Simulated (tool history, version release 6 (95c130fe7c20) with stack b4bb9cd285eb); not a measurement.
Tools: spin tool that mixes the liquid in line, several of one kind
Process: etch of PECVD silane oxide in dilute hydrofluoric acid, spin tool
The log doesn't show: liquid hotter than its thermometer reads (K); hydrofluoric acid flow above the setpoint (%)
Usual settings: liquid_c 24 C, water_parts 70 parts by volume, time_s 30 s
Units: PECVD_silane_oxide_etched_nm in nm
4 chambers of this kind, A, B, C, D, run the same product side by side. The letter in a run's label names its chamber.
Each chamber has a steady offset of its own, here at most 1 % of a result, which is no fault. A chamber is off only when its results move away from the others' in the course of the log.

run	hour	liquid_c	water_parts	time_s	hours since the thermometer was replaced	hours since the hydrofluoric acid flow meter was replaced	read-back film thickness of the PECVD silane oxide reference wafer, read on the same gauge (nm)	PECVD_silane_oxide_etched_nm
1B	2.7	24	70	30	1717.4	373.3	99.995	22.284
2A	6.5	24	70	30	186.4	268.9	100.03	22.079
3D	9.7	24	70	30	839.4	829.6	100.01	22.26
4C	13.9	24	70	30	836.2	71.7	100.02	22.225
5D	17.9	24	70	30	847.6	837.8	100.01	22.224
6A	22.3	24	70	30	202.2	284.7	100.01	22.352
7B	25.4	21	70	35	1740.1	396	100.01	23.036
8C	29.4	21	70	35	851.7	87.2	99.989	23.182
9B	32.3	21	70	35	1747	402.9	100.03	22.931
10D	36.6	21	70	35	866.3	856.5	99.991	23.088
11C	39.9	24	70	30	862.2	97.7	99.973	22.137
12A	43.1	24	70	30	223	305.5	99.994	22.324
13B	47.7	24	70	30	1762.4	418.3	100	22.246
14A	52.1	24	70	30	232	314.5	100.02	22.551
15D	56.5	24	70	30	886.2	876.4	99.998	22.356
16C	59.2	24	70	30	881.5	117	99.986	22.339
17B	63.1	24	70	30	1777.8	433.7	99.973	22.241
18D	67.5	24	70	30	897.2	887.4	99.98	22.387
19C	70.2	24	70	30	892.5	128	100.02	22.086
20A	74.8	24	70	30	254.7	337.2	99.991	22.437
21A	79.3	24	70	30	259.2	341.7	99.998	22.478
22B	82.9	24	70	30	1797.6	453.5	99.984	22.333
23C	87	24	70	30	909.3	144.8	100	22.208
24D	89.2	24	70	30	918.9	909.1	100.01	22.395
25A	91.9	24	70	30	271.8	354.3	100	22.504
26B	94.5	24	70	30	1809.2	465.1	100	22.276
27D	97.9	24	70	30	927.6	917.8	99.979	22.45
28C	102.5	24	70	30	924.8	160.3	99.999	22.054
29A	105.3	24	70	30	285.2	367.7	99.992	22.634
30B	107.5	24	70	30	1822.2	478.1	99.98	22.3

Is one chamber off against the others, does the gauge drift, or is nothing wrong? If a chamber is off, say which, and what the likeliest cause is.

No chamber stands off beyond its own small offset, and the gauge holds steady.
